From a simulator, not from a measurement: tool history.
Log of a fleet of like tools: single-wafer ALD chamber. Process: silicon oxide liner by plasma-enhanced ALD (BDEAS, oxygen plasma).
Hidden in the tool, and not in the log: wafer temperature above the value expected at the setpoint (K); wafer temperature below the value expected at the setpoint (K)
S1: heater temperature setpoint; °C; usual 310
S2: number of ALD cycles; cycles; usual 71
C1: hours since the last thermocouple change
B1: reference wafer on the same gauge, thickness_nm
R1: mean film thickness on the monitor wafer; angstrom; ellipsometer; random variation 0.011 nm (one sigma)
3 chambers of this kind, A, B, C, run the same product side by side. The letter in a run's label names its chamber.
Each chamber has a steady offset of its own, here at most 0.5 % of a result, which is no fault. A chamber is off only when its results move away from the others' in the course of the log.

run,day,S1,S2,C1,B1,R1
1C,0.229,310,71,1014.6,6.0904,65.097
2A,0.375,310,71,1365.0,6.0858,65.025
3B,0.583,310,71,106.9,6.0852,65.278
4B,0.733,310,71,110.5,6.0847,65.558
5C,0.950,310,71,1031.9,6.0849,65.046
6A,1.142,310,71,1383.4,6.0866,64.935
7C,1.371,310,71,1042.0,6.0845,65.225
8B,1.588,310,71,131.0,6.0791,65.270
9A,1.717,310,71,1397.2,6.0804,64.744
10C,1.888,310,71,1054.4,6.0806,64.893
11B,2.117,310,71,143.7,6.0794,65.111
12A,2.304,310,71,1411.3,6.0794,64.759
13A,2.450,310,71,1414.8,6.0771,64.815
14C,2.654,310,71,1072.8,6.0721,64.885
15B,2.779,310,71,159.6,6.0755,65.109
16A,2.900,299,64,1425.6,6.0747,59.270
17C,3.100,299,64,1083.5,6.0716,59.509
18B,3.338,299,64,173.0,6.0718,59.699
19C,3.558,310,63,1094.5,6.0708,57.781
20A,3.688,310,63,1444.5,6.0688,57.290
21B,3.800,310,63,184.1,6.0696,57.860
22B,3.950,310,71,187.7,6.0692,65.146
23C,4.133,310,71,1108.3,6.0682,64.857
24A,4.271,310,71,1458.5,6.0657,64.753
25B,4.388,310,71,198.2,6.0672,65.006
26A,4.617,310,71,1466.8,6.0605,64.763
27C,4.804,318,66,1124.4,6.0663,59.558
28C,5.004,318,66,1129.2,6.0635,59.686
29A,5.158,318,66,1479.8,6.0599,59.221
30B,5.325,310,71,220.7,6.0629,65.081
31C,5.488,323,62,1140.8,6.0609,55.486
32A,5.658,323,62,1491.8,6.0602,55.436
33B,5.808,323,62,232.3,6.0613,55.593
34B,6.017,303,71,237.3,6.0556,65.695
35C,6.200,303,71,1157.9,6.0582,65.503
36A,6.346,303,71,1508.3,6.0564,65.373
37B,6.454,296,71,247.8,6.0576,67.062
38A,6.625,296,71,1515.0,6.0501,66.440
39C,6.812,296,71,1172.6,6.0504,66.444
40C,6.958,310,71,1176.1,6.0537,64.525
41B,7.133,310,71,264.1,6.0486,64.951

What goes on in this fleet: one chamber off, a drifting gauge, or nothing beyond the chambers' own small offsets? Name the chamber and the cause, if any.

The gauge drifts, so all chambers seem to drift together. No chamber is off.
Cause: gauge reads low (%) = 0.672.

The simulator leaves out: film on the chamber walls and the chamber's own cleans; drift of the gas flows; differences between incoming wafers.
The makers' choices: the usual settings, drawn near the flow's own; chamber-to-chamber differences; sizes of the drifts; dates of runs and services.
